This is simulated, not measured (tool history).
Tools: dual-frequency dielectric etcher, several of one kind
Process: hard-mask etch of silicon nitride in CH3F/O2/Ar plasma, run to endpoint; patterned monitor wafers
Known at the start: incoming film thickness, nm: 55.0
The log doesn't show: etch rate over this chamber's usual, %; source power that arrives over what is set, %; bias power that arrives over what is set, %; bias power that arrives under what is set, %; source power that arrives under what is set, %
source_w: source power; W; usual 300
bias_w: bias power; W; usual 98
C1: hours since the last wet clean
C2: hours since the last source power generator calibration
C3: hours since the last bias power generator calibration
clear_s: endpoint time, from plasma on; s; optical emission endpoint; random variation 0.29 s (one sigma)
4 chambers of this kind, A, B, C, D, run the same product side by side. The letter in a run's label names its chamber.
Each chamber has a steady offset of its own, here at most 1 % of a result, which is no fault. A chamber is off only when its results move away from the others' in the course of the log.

{"run": "1D", "hour": 11.6, "source_w": 300, "bias_w": 98, "C1": 426.9, "C2": 1682.1, "C3": 3052.4, "clear_s": 79.675}
{"run": "2A", "hour": 19.6, "source_w": 300, "bias_w": 98, "C1": 163, "C2": 3243, "C3": 92.1, "clear_s": 78.991}
{"run": "3C", "hour": 26.4, "source_w": 300, "bias_w": 98, "C1": 601.6, "C2": 2270.8, "C3": 1689.2, "clear_s": 80.234}
{"run": "4B", "hour": 36.4, "source_w": 300, "bias_w": 98, "C1": 91.8, "C2": 694.4, "C3": 931.7, "clear_s": 79.697}
{"run": "5B", "hour": 51.1, "source_w": 300, "bias_w": 98, "C1": 106.5, "C2": 709.1, "C3": 946.4, "clear_s": 79.763}
{"run": "6A", "hour": 63.1, "source_w": 340, "bias_w": 98, "C1": 206.5, "C2": 3286.5, "C3": 135.6, "clear_s": 75.507}
{"run": "7D", "hour": 75.6, "source_w": 340, "bias_w": 98, "C1": 490.9, "C2": 1746.1, "C3": 3116.4, "clear_s": 75.888}
{"run": "8C", "hour": 83.8, "source_w": 340, "bias_w": 98, "C1": 659, "C2": 2328.2, "C3": 1746.6, "clear_s": 76.493}
{"hour": 86.5, "done": "chamber C: wet clean of the chamber"}
{"hour": 89.1, "done": "chamber D: wet clean of the chamber"}
{"run": "9C", "hour": 95.2, "source_w": 340, "bias_w": 98, "C1": 8.8, "C2": 2339.6, "C3": 1758, "clear_s": 76.337}
{"run": "10B", "hour": 108.7, "source_w": 300, "bias_w": 98, "C1": 164.1, "C2": 766.7, "C3": 1004, "clear_s": 79.835}
{"run": "11A", "hour": 117.7, "source_w": 300, "bias_w": 98, "C1": 261.1, "C2": 3341.1, "C3": 190.2, "clear_s": 79.21}
{"run": "12D", "hour": 131.0, "source_w": 300, "bias_w": 98, "C1": 42, "C2": 1801.5, "C3": 3171.8, "clear_s": 79.518}
{"run": "13B", "hour": 140.9, "source_w": 300, "bias_w": 98, "C1": 196.3, "C2": 798.9, "C3": 1036.2, "clear_s": 79.48}
{"run": "14A", "hour": 150.0, "source_w": 350, "bias_w": 110, "C1": 293.4, "C2": 3373.4, "C3": 222.5, "clear_s": 71.291}
{"run": "15C", "hour": 163.9, "source_w": 350, "bias_w": 110, "C1": 77.5, "C2": 2408.3, "C3": 1826.7, "clear_s": 72.354}
{"run": "16D", "hour": 173.7, "source_w": 350, "bias_w": 110, "C1": 84.7, "C2": 1844.2, "C3": 3214.5, "clear_s": 72.747}
{"run": "17D", "hour": 187.0, "source_w": 350, "bias_w": 110, "C1": 98, "C2": 1857.5, "C3": 3227.8, "clear_s": 71.888}
{"run": "18C", "hour": 198.0, "source_w": 300, "bias_w": 98, "C1": 111.6, "C2": 2442.4, "C3": 1860.8, "clear_s": 80.237}
{"run": "19B", "hour": 208.0, "source_w": 300, "bias_w": 98, "C1": 263.4, "C2": 866, "C3": 1103.3, "clear_s": 79.695}
{"run": "20A", "hour": 216.2, "source_w": 300, "bias_w": 98, "C1": 359.6, "C2": 3439.6, "C3": 288.7, "clear_s": 78.667}
{"run": "21C", "hour": 225.0, "source_w": 300, "bias_w": 98, "C1": 138.6, "C2": 2469.4, "C3": 1887.8, "clear_s": 79.845}
{"run": "22D", "hour": 233.6, "source_w": 300, "bias_w": 98, "C1": 144.6, "C2": 1904.1, "C3": 3274.4, "clear_s": 79.418}
{"run": "23B", "hour": 244.0, "source_w": 300, "bias_w": 98, "C1": 299.4, "C2": 902, "C3": 1139.3, "clear_s": 79.317}
{"run": "24A", "hour": 254.7, "source_w": 300, "bias_w": 98, "C1": 398.1, "C2": 3478.1, "C3": 327.2, "clear_s": 78.787}
{"run": "25C", "hour": 266.2, "source_w": 370, "bias_w": 91, "C1": 179.8, "C2": 2510.6, "C3": 1929, "clear_s": 76.098}
{"run": "26B", "hour": 275.1, "source_w": 370, "bias_w": 91, "C1": 330.5, "C2": 933.1, "C3": 1170.4, "clear_s": 75.45}
{"run": "27D", "hour": 283.2, "source_w": 370, "bias_w": 91, "C1": 194.2, "C2": 1953.7, "C3": 3324, "clear_s": 75.366}
{"run": "28A", "hour": 290.6, "source_w": 370, "bias_w": 91, "C1": 434, "C2": 3514, "C3": 363.1, "clear_s": 73.909}
{"run": "29C", "hour": 297.4, "source_w": 300, "bias_w": 98, "C1": 211, "C2": 2541.8, "C3": 1960.2, "clear_s": 79.846}
{"run": "30A", "hour": 306.2, "source_w": 300, "bias_w": 98, "C1": 449.6, "C2": 3529.6, "C3": 378.7, "clear_s": 78.192}
{"run": "31D", "hour": 315.8, "source_w": 300, "bias_w": 98, "C1": 226.8, "C2": 1986.3, "C3": 3356.6, "clear_s": 79.817}
{"run": "32B", "hour": 324.9, "source_w": 300, "bias_w": 98, "C1": 380.3, "C2": 982.9, "C3": 1220.2, "clear_s": 79.804}
{"run": "33B", "hour": 332.8, "source_w": 300, "bias_w": 98, "C1": 388.2, "C2": 990.8, "C3": 1228.1, "clear_s": 80.441}
{"hour": 337.1, "done": "chamber B: wet clean of the chamber"}
{"run": "34C", "hour": 344.6, "source_w": 300, "bias_w": 98, "C1": 258.2, "C2": 2589, "C3": 2007.4, "clear_s": 80.069}
{"run": "35A", "hour": 356.2, "source_w": 260, "bias_w": 98, "C1": 499.6, "C2": 3579.6, "C3": 428.7, "clear_s": 82.307}
{"run": "36D", "hour": 368.7, "source_w": 260, "bias_w": 98, "C1": 279.7, "C2": 2039.2, "C3": 3409.5, "clear_s": 84.544}
{"run": "37B", "hour": 381.1, "source_w": 260, "bias_w": 98, "C1": 44.1, "C2": 1039.1, "C3": 1276.4, "clear_s": 84.199}
{"run": "38A", "hour": 389.2, "source_w": 260, "bias_w": 98, "C1": 532.6, "C2": 3612.6, "C3": 461.7, "clear_s": 82.654}
{"run": "39C", "hour": 398.2, "source_w": 300, "bias_w": 98, "C1": 311.8, "C2": 2642.6, "C3": 2061, "clear_s": 79.611}
{"run": "40D", "hour": 405.0, "source_w": 300, "bias_w": 98, "C1": 316, "C2": 2075.5, "C3": 3445.8, "clear_s": 79.789}
{"run": "41D", "hour": 417.6, "source_w": 300, "bias_w": 98, "C1": 328.6, "C2": 2088.1, "C3": 3458.4, "clear_s": 79.702}
{"run": "42C", "hour": 426.5, "source_w": 300, "bias_w": 98, "C1": 340.1, "C2": 2670.9, "C3": 2089.3, "clear_s": 79.343}
{"run": "43A", "hour": 439.7, "source_w": 300, "bias_w": 98, "C1": 583.1, "C2": 3663.1, "C3": 512.2, "clear_s": 77.648}

Is one chamber off against the others, does the gauge drift, or is nothing wrong? If a chamber is off, say which, and what the likeliest cause is.

Chamber A drifts away from the others.
Cause: etch rate over this chamber's usual, % = 2.37.

Here are 4 candidates for chamber A's next run, each the usual settings with a change, their results left as question marks. Which one brings its results back in line with what the others give on the usual settings?
In line means no further than this from the other chambers' mean on the usual settings: clear_s 1 s
{"run": "44A-1", "hour": 450.6, "source_w": 290, "bias_w": 94, "clear_s": "?"}
{"run": "44A-2", "hour": 450.6, "source_w": 300, "bias_w": 106, "clear_s": "?"}
{"run": "44A-3", "hour": 450.6, "source_w": 310, "bias_w": 98, "clear_s": "?"}
{"run": "44A-4", "hour": 450.6, "source_w": 300, "bias_w": 97, "clear_s": "?"}

The other chambers' mean on the usual settings: clear_s 79.721 s
run=44A-1 clear_s=79.498
run=44A-2 clear_s=75.101
run=44A-3 clear_s=76.361
run=44A-4 clear_s=77.597
44A-1 brings the chamber back in line.

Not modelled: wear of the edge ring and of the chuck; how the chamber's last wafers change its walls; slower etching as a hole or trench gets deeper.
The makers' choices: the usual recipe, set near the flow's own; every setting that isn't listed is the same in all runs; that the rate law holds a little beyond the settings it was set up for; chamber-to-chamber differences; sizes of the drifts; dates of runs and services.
